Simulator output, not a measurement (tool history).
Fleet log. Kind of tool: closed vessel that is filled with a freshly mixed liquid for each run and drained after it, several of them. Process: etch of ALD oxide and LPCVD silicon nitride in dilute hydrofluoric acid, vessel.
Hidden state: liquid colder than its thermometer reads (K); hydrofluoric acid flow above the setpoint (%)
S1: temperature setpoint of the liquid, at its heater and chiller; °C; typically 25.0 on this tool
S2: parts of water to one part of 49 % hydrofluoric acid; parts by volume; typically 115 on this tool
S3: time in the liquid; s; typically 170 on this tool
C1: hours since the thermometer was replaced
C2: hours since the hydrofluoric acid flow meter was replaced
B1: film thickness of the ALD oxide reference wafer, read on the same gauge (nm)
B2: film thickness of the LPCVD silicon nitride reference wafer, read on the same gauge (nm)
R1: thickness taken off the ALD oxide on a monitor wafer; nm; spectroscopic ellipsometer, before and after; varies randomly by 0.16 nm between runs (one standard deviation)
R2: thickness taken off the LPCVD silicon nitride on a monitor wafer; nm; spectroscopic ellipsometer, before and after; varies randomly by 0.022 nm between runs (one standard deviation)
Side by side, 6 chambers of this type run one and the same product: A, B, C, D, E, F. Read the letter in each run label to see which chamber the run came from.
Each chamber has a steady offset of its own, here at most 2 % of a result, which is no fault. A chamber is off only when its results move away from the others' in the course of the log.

run 1C hour=6.4 | S1=25.0 S2=115 S3=170 | C1=53.7 C2=1793.2 | B1=59.992 B2=69.965 | R1=29.113 R2=0.83430
run 2A hour=13.0 | S1=25.0 S2=115 S3=170 | C1=356.6 C2=1499.9 | B1=60.006 B2=69.972 | R1=28.839 R2=0.85673
run 3E hour=25.1 | S1=25.0 S2=115 S3=170 | C1=471.1 C2=1353.1 | B1=59.997 B2=69.998 | R1=29.495 R2=0.85783
run 4F hour=35.3 | S1=25.0 S2=115 S3=170 | C1=505.1 C2=107.3 | B1=59.960 B2=70.035 | R1=29.036 R2=0.85030
run 5D hour=45.6 | S1=25.0 S2=115 S3=170 | C1=284.3 C2=98.3 | B1=60.021 B2=70.007 | R1=29.094 R2=0.88435
run 6B hour=53.5 | S1=25.0 S2=115 S3=170 | C1=1091.9 C2=1717.6 | B1=59.989 B2=70.017 | R1=29.528 R2=0.85037
run 7C hour=62.1 | S1=25.0 S2=115 S3=170 | C1=109.4 C2=1848.9 | B1=59.993 B2=70.030 | R1=29.093 R2=0.84190
run 8B hour=70.2 | S1=25.0 S2=115 S3=170 | C1=1108.6 C2=1734.3 | B1=59.974 B2=70.052 | R1=29.406 R2=0.82344
run 9F hour=78.2 | S1=25.0 S2=115 S3=170 | C1=548.0 C2=150.2 | B1=60.003 B2=70.015 | R1=29.087 R2=0.86884
run 10A hour=83.8 | S1=25.0 S2=115 S3=170 | C1=427.4 C2=1570.7 | B1=60.002 B2=69.989 | R1=29.030 R2=0.81680
run 11D hour=89.6 | S1=25.0 S2=115 S3=170 | C1=328.3 C2=142.3 | B1=59.996 B2=69.970 | R1=29.010 R2=0.82433
run 12E hour=99.6 | S1=25.0 S2=115 S3=85 | C1=545.6 C2=1427.6 | B1=59.999 B2=70.004 | R1=14.658 R2=0.40302
run 13F hour=111.1 | S1=25.0 S2=115 S3=85 | C1=580.9 C2=183.1 | B1=60.004 B2=69.983 | R1=14.531 R2=0.41763
run 14A hour=119.5 | S1=25.0 S2=115 S3=85 | C1=463.1 C2=1606.4 | B1=59.971 B2=69.985 | R1=14.473 R2=0.41853
run 15B hour=130.2 | S1=25.0 S2=115 S3=85 | C1=1168.6 C2=1794.3 | B1=60.002 B2=70.017 | R1=14.596 R2=0.40035
run 16D hour=142.9 | S1=25.0 S2=115 S3=85 | C1=381.6 C2=195.6 | B1=60.005 B2=70.005 | R1=14.513 R2=0.42221
-- hour=144.9 chamber C: hydrofluoric acid flow meter replaced
run 17C hour=150.3 | S1=25.0 S2=115 S3=85 | C1=197.6 C2=5.5 | B1=60.005 B2=70.016 | R1=14.594 R2=0.42428
run 18E hour=157.6 | S1=25.0 S2=115 S3=170 | C1=603.6 C2=1485.6 | B1=60.016 B2=70.017 | R1=28.968 R2=0.84289
-- hour=161.4 chamber A: hydrofluoric acid flow meter replaced
run 19A hour=164.9 | S1=25.0 S2=115 S3=170 | C1=508.5 C2=3.5 | B1=59.984 B2=69.971 | R1=29.293 R2=0.87617
run 20D hour=172.0 | S1=25.0 S2=115 S3=170 | C1=410.7 C2=224.7 | B1=60.001 B2=70.017 | R1=29.328 R2=0.87459
run 21B hour=183.8 | S1=25.0 S2=115 S3=170 | C1=1222.2 C2=1847.9 | B1=59.978 B2=69.974 | R1=29.236 R2=0.84036
run 22F hour=195.0 | S1=25.0 S2=115 S3=170 | C1=664.8 C2=267.0 | B1=59.993 B2=70.013 | R1=29.156 R2=0.82804
-- hour=200.8 chamber E: hydrofluoric acid flow meter replaced
run 23C hour=204.3 | S1=25.0 S2=115 S3=170 | C1=251.6 C2=59.5 | B1=60.000 B2=69.996 | R1=28.997 R2=0.84187
run 24E hour=215.3 | S1=27.0 S2=115 S3=170 | C1=661.3 C2=14.6 | B1=59.980 B2=70.002 | R1=31.374 R2=0.94924
run 25E hour=224.0 | S1=27.0 S2=115 S3=170 | C1=670.0 C2=23.3 | B1=59.992 B2=69.999 | R1=31.232 R2=0.98061
run 26F hour=231.1 | S1=27.0 S2=115 S3=170 | C1=700.9 C2=303.1 | B1=59.997 B2=70.030 | R1=31.531 R2=1.00080
run 27D hour=239.6 | S1=27.0 S2=115 S3=170 | C1=478.3 C2=292.3 | B1=59.990 B2=70.011 | R1=31.595 R2=0.98529
run 28C hour=245.5 | S1=27.0 S2=115 S3=170 | C1=292.8 C2=100.7 | B1=59.990 B2=69.999 | R1=31.609 R2=1.01130
run 29B hour=256.9 | S1=27.0 S2=115 S3=170 | C1=1295.3 C2=1921.0 | B1=59.980 B2=70.009 | R1=31.669 R2=0.95292
run 30A hour=268.8 | S1=23.0 S2=115 S3=170 | C1=612.4 C2=107.4 | B1=59.991 B2=70.036 | R1=27.029 R2=0.72227
run 31F hour=280.2 | S1=23.0 S2=115 S3=170 | C1=750.0 C2=352.2 | B1=60.023 B2=69.976 | R1=26.809 R2=0.73656
run 32D hour=291.9 | S1=23.0 S2=115 S3=170 | C1=530.6 C2=344.6 | B1=59.957 B2=70.016 | R1=27.243 R2=0.76812
run 33E hour=304.9 | S1=23.0 S2=115 S3=170 | C1=750.9 C2=104.2 | B1=60.020 B2=70.022 | R1=27.151 R2=0.74874
run 34B hour=311.1 | S1=23.0 S2=115 S3=170 | C1=1349.5 C2=1975.2 | B1=60.021 B2=70.003 | R1=26.843 R2=0.69921
run 35A hour=320.9 | S1=23.0 S2=115 S3=170 | C1=664.5 C2=159.5 | B1=60.009 B2=70.020 | R1=26.741 R2=0.72799
run 36C hour=332.5 | S1=25.0 S2=115 S3=170 | C1=379.8 C2=187.7 | B1=60.020 B2=70.016 | R1=29.064 R2=0.83268
run 37A hour=342.1 | S1=25.0 S2=115 S3=170 | C1=685.7 C2=180.7 | B1=60.013 B2=70.023 | R1=29.032 R2=0.83106

All chambers now run identical settings, listed one chamber a line with results as question marks. What results will each chamber show?
run 38A hour=351.4 | S1=20.5 S2=115 S3=170 | R1=? R2=?
run 38B hour=351.4 | S1=20.5 S2=115 S3=170 | R1=? R2=?
run 38C hour=351.4 | S1=20.5 S2=115 S3=170 | R1=? R2=?
run 38D hour=351.4 | S1=20.5 S2=115 S3=170 | R1=? R2=?
run 38E hour=351.4 | S1=20.5 S2=115 S3=170 | R1=? R2=?
run 38F hour=351.4 | S1=20.5 S2=115 S3=170 | R1=? R2=?

run=38A R1=24.256 R2=0.62439
run=38B R1=24.384 R2=0.59204
run=38C R1=24.312 R2=0.63130
run=38D R1=24.385 R2=0.64911
run=38E R1=24.564 R2=0.62722
run=38F R1=24.372 R2=0.61619

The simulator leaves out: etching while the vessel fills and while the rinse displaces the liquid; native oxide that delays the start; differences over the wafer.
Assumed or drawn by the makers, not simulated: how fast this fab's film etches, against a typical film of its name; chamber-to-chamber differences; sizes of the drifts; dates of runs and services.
